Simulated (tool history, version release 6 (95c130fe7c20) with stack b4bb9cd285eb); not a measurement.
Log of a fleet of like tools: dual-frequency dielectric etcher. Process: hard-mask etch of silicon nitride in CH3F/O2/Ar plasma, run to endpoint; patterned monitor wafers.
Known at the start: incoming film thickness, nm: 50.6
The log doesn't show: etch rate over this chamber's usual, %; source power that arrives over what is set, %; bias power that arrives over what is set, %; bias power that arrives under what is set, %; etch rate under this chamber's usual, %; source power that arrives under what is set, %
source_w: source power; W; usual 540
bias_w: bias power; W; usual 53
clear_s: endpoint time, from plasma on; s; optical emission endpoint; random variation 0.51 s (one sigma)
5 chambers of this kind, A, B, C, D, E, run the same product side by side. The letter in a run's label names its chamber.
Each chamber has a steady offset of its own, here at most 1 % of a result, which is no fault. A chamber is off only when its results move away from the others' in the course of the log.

| run | hour | source_w | bias_w | hours since the last wet clean | hours since the last source power generator calibration | hours since the last bias power generator calibration | clear_s |
|---|---|---|---|---|---|---|---|
| 1A | 3.0 | 540 | 53 | 105.8 | 320.7 | 3612.9 | 71.545 |
| 2D | 8.0 | 540 | 53 | 338.8 | 2653.4 | 1197.5 | 71.832 |
| 3B | 12.7 | 540 | 53 | 289.9 | 63.6 | 1588.8 | 72.201 |
| 4E | 15.8 | 540 | 53 | 117.6 | 1030.9 | 1555.2 | 72.104 |
| 5C | 19.2 | 540 | 53 | 380.7 | 1507.5 | 2081.4 | 73.101 |
| 6A | 24.2 | 540 | 53 | 127.0 | 341.9 | 3634.1 | 71.560 |
| 7B | 28.6 | 540 | 53 | 305.8 | 79.5 | 1604.7 | 71.740 |
| 8E | 31.2 | 540 | 53 | 133.0 | 1046.3 | 1570.6 | 72.691 |
| 9C | 35.3 | 540 | 53 | 396.8 | 1523.6 | 2097.5 | 73.614 |
| 10D | 39.5 | 540 | 53 | 370.3 | 2684.9 | 1229.0 | 72.118 |
| 11C | 42.6 | 540 | 53 | 404.1 | 1530.9 | 2104.8 | 73.130 |
| 12D | 45.2 | 540 | 53 | 376.0 | 2690.6 | 1234.7 | 72.431 |
| 13A | 47.9 | 540 | 53 | 150.7 | 365.6 | 3657.8 | 71.983 |
| 14B | 51.6 | 540 | 53 | 328.8 | 102.5 | 1627.7 | 72.423 |
| 15E | 54.5 | 540 | 53 | 156.3 | 1069.6 | 1593.9 | 72.072 |
| 16B | 59.3 | 540 | 53 | 336.5 | 110.2 | 1635.4 | 72.294 |
| 17E | 62.0 | 540 | 53 | 163.8 | 1077.1 | 1601.4 | 72.294 |
| 18D | 64.9 | 540 | 53 | 395.7 | 2710.3 | 1254.4 | 72.717 |
| 19C | 67.2 | 540 | 53 | 428.7 | 1555.5 | 2129.4 | 72.697 |
| 20A | 70.3 | 540 | 53 | 173.1 | 388.0 | 3680.2 | 71.634 |
| 21C | 75.4 | 620 | 64 | 436.9 | 1563.7 | 2137.6 | 65.050 |
|  | 78.5 | chamber C: wet clean of the chamber |
| 22D | 78.9 | 620 | 64 | 409.7 | 2724.3 | 1268.4 | 64.917 |
| 23A | 83.1 | 620 | 64 | 185.9 | 400.8 | 3693.0 | 63.743 |
| 24E | 88.3 | 620 | 64 | 190.1 | 1103.4 | 1627.7 | 65.016 |
|  | 92.3 | chamber E: bias power generator calibrated |
| 25B | 93.0 | 620 | 64 | 370.2 | 143.9 | 1669.1 | 63.755 |
| 26C | 95.7 | 540 | 53 | 17.2 | 1584.0 | 2157.9 | 73.700 |
| 27A | 100.7 | 540 | 53 | 203.5 | 418.4 | 3710.6 | 72.555 |
| 28B | 105.9 | 540 | 53 | 383.1 | 156.8 | 1682.0 | 72.768 |
| 29D | 110.5 | 540 | 53 | 441.3 | 2755.9 | 1300.0 | 72.620 |
| 30E | 115.1 | 540 | 53 | 216.9 | 1130.2 | 22.8 | 72.867 |
| 31E | 120.1 | 540 | 53 | 221.9 | 1135.2 | 27.8 | 72.432 |
| 32C | 124.8 | 540 | 53 | 46.3 | 1613.1 | 2187.0 | 71.798 |
| 33D | 127.3 | 540 | 53 | 458.1 | 2772.7 | 1316.8 | 72.241 |
| 34A | 129.7 | 540 | 53 | 232.5 | 447.4 | 3739.6 | 71.096 |
| 35B | 133.1 | 540 | 53 | 410.3 | 184.0 | 1709.2 | 72.377 |
| 36C | 136.5 | 540 | 53 | 58.0 | 1624.8 | 2198.7 | 72.625 |
| 37D | 141.4 | 540 | 53 | 472.2 | 2786.8 | 1330.9 | 72.605 |
| 38A | 145.1 | 540 | 53 | 247.9 | 462.8 | 3755.0 | 71.604 |
| 39E | 148.9 | 630 | 41 | 250.7 | 1164.0 | 56.6 | 73.225 |

Next, every chamber runs the same settings. What will each give?
| 40A | 152.7 | 540 | 53 |  |  |  | ? |
| 40B | 152.7 | 540 | 53 |  |  |  | ? |
| 40C | 152.7 | 540 | 53 |  |  |  | ? |
| 40D | 152.7 | 540 | 53 |  |  |  | ? |
| 40E | 152.7 | 540 | 53 |  |  |  | ? |

| run | clear_s |
|---|---|
| 40A | 71.454 |
| 40B | 72.403 |
| 40C | 72.922 |
| 40D | 73.304 |
| 40E | 72.608 |
